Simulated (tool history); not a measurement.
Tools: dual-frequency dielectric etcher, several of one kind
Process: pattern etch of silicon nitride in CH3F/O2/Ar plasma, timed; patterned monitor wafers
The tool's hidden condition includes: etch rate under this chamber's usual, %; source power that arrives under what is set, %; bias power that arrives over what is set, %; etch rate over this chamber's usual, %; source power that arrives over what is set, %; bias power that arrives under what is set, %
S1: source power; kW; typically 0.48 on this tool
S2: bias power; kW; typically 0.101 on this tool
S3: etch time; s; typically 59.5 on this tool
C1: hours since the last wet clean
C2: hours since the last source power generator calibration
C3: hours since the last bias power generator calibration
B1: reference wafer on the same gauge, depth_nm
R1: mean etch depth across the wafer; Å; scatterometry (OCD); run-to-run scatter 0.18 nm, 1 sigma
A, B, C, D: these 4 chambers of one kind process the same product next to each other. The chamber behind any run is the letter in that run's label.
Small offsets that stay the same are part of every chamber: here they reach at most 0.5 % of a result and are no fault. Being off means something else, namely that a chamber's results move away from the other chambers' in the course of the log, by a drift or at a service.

run 1B day=0.271 | S1=0.48 S2=0.101 S3=59.5 | C1=366.3 C2=2092.7 C3=2907.5 | B1=60.031 | R1=504.54
run 2D day=0.496 | S1=0.48 S2=0.101 S3=59.5 | C1=363.9 C2=2702.4 C3=434.6 | B1=59.994 | R1=506.17
run 3C day=0.871 | S1=0.48 S2=0.101 S3=59.5 | C1=244.2 C2=3467.8 C3=1761.4 | B1=60.018 | R1=504.61
run 4A day=1.138 | S1=0.48 S2=0.101 S3=59.5 | C1=293.5 C2=2782.5 C3=4055.1 | B1=59.951 | R1=505.43
run 5D day=1.512 | S1=0.59 S2=0.101 S3=51.5 | C1=388.3 C2=2726.8 C3=459 | B1=60.021 | R1=469.65
-- day=1.667 chamber D: source power generator calibrated
run 6B day=1.871 | S1=0.59 S2=0.101 S3=51.5 | C1=404.7 C2=2131.1 C3=2945.9 | B1=59.965 | R1=472.19
run 7A day=2.162 | S1=0.59 S2=0.101 S3=51.5 | C1=318.1 C2=2807.1 C3=4079.7 | B1=60.06 | R1=471.03
run 8C day=2.529 | S1=0.59 S2=0.101 S3=51.5 | C1=284 C2=3507.6 C3=1801.2 | B1=60.021 | R1=472.46
run 9D day=2.7 | S1=0.48 S2=0.101 S3=59.5 | C1=416.8 C2=24.9 C3=487.5 | B1=60.013 | R1=501.49
run 10B day=3.1 | S1=0.48 S2=0.101 S3=59.5 | C1=434.2 C2=2160.6 C3=2975.4 | B1=59.978 | R1=507.12
run 11C day=3.329 | S1=0.48 S2=0.101 S3=59.5 | C1=303.2 C2=3526.8 C3=1820.4 | B1=60.033 | R1=506.31
run 12A day=3.675 | S1=0.43 S2=0.091 S3=59.5 | C1=354.4 C2=2843.4 C3=4116 | B1=59.937 | R1=464.4
run 13B day=4.071 | S1=0.43 S2=0.091 S3=59.5 | C1=457.5 C2=2183.9 C3=2998.7 | B1=59.996 | R1=464.53
run 14A day=4.362 | S1=0.43 S2=0.091 S3=59.5 | C1=370.9 C2=2859.9 C3=4132.5 | B1=60.01 | R1=461.26
run 15C day=4.658 | S1=0.43 S2=0.091 S3=59.5 | C1=335.1 C2=3558.7 C3=1852.3 | B1=60.017 | R1=465.89
run 16D day=4.892 | S1=0.48 S2=0.101 S3=59.5 | C1=469.4 C2=77.5 C3=540.1 | B1=60.038 | R1=501.07
run 17C day=5.092 | S1=0.48 S2=0.101 S3=59.5 | C1=345.5 C2=3569.1 C3=1862.7 | B1=59.972 | R1=502.81
run 18A day=5.279 | S1=0.48 S2=0.101 S3=59.5 | C1=392.9 C2=2881.9 C3=4154.5 | B1=60.02 | R1=503.1
run 19D day=5.554 | S1=0.48 S2=0.101 S3=59.5 | C1=485.3 C2=93.4 C3=556 | B1=59.981 | R1=504.97
run 20B day=5.867 | S1=0.48 S2=0.101 S3=59.5 | C1=500.6 C2=2227 C3=3041.8 | B1=60.004 | R1=505.53
run 21B day=6.062 | S1=0.44 S2=0.101 S3=50 | C1=505.3 C2=2231.7 C3=3046.5 | B1=60.023 | R1=411.72
-- day=6.317 chamber C: bias power generator calibrated
run 22D day=6.362 | S1=0.44 S2=0.101 S3=50 | C1=504.7 C2=112.8 C3=575.4 | B1=60.025 | R1=408.3
run 23A day=6.596 | S1=0.44 S2=0.101 S3=50 | C1=424.5 C2=2913.5 C3=4186.1 | B1=59.989 | R1=403.84
-- day=6.821 chamber C: wet clean of the chamber
run 24C day=6.908 | S1=0.44 S2=0.101 S3=50 | C1=2.1 C2=3612.7 C3=14.2 | B1=60.055 | R1=410.72
run 25C day=7.288 | S1=0.48 S2=0.101 S3=59.5 | C1=11.2 C2=3621.8 C3=23.3 | B1=60.05 | R1=506.64
run 26B day=7.525 | S1=0.48 S2=0.101 S3=59.5 | C1=540.4 C2=2266.8 C3=3081.6 | B1=60.039 | R1=509.35
run 27A day=7.712 | S1=0.48 S2=0.101 S3=59.5 | C1=451.3 C2=2940.3 C3=4212.9 | B1=59.947 | R1=496.61
run 28D day=7.95 | S1=0.41 S2=0.123 S3=59.5 | C1=542.8 C2=150.9 C3=613.5 | B1=59.983 | R1=509.03
run 29B day=8.308 | S1=0.41 S2=0.123 S3=59.5 | C1=559.2 C2=2285.6 C3=3100.4 | B1=59.971 | R1=514.44
run 30A day=8.583 | S1=0.41 S2=0.123 S3=59.5 | C1=472.2 C2=2961.2 C3=4233.8 | B1=60.018 | R1=501.78
run 31C day=8.871 | S1=0.41 S2=0.123 S3=59.5 | C1=49.2 C2=3659.8 C3=61.3 | B1=59.969 | R1=513.9
run 32D day=9.25 | S1=0.48 S2=0.101 S3=59.5 | C1=574 C2=182.1 C3=644.7 | B1=60.013 | R1=507.88
run 33A day=9.579 | S1=0.48 S2=0.101 S3=59.5 | C1=496.1 C2=2985.1 C3=4257.7 | B1=59.968 | R1=492.61
run 34D day=9.842 | S1=0.48 S2=0.101 S3=59.5 | C1=588.2 C2=196.3 C3=658.9 | B1=60.038 | R1=503.53
run 35C day=10.196 | S1=0.48 S2=0.101 S3=59.5 | C1=81 C2=3691.6 C3=93.1 | B1=59.957 | R1=506.79
run 36B day=10.55 | S1=0.48 S2=0.101 S3=59.5 | C1=613 C2=2339.4 C3=3154.2 | B1=60.009 | R1=505.49
run 37D day=10.867 | S1=0.48 S2=0.101 S3=59.5 | C1=612.8 C2=220.9 C3=683.5 | B1=59.996 | R1=502.95
run 38B day=11.225 | S1=0.48 S2=0.101 S3=59.5 | C1=629.2 C2=2355.6 C3=3170.4 | B1=60.038 | R1=506.08
run 39A day=11.504 | S1=0.48 S2=0.085 S3=68 | C1=542.3 C2=3031.3 C3=4303.9 | B1=59.974 | R1=524.05
run 40C day=11.788 | S1=0.48 S2=0.085 S3=68 | C1=119.2 C2=3729.8 C3=131.3 | B1=59.986 | R1=541.73
run 41B day=11.988 | S1=0.48 S2=0.085 S3=68 | C1=647.5 C2=2373.9 C3=3188.7 | B1=60.017 | R1=543.93

The same settings go to every chamber for the next run, one line per chamber below. Forecast the results for each:
run 42A day=12.271 | S1=0.48 S2=0.109 S3=59.5 | R1=?
run 42B day=12.271 | S1=0.48 S2=0.109 S3=59.5 | R1=?
run 42C day=12.271 | S1=0.48 S2=0.109 S3=59.5 | R1=?
run 42D day=12.271 | S1=0.48 S2=0.109 S3=59.5 | R1=?

run=42A R1=503.01
run=42B R1=516.65
run=42C R1=517.45
run=42D R1=513.44

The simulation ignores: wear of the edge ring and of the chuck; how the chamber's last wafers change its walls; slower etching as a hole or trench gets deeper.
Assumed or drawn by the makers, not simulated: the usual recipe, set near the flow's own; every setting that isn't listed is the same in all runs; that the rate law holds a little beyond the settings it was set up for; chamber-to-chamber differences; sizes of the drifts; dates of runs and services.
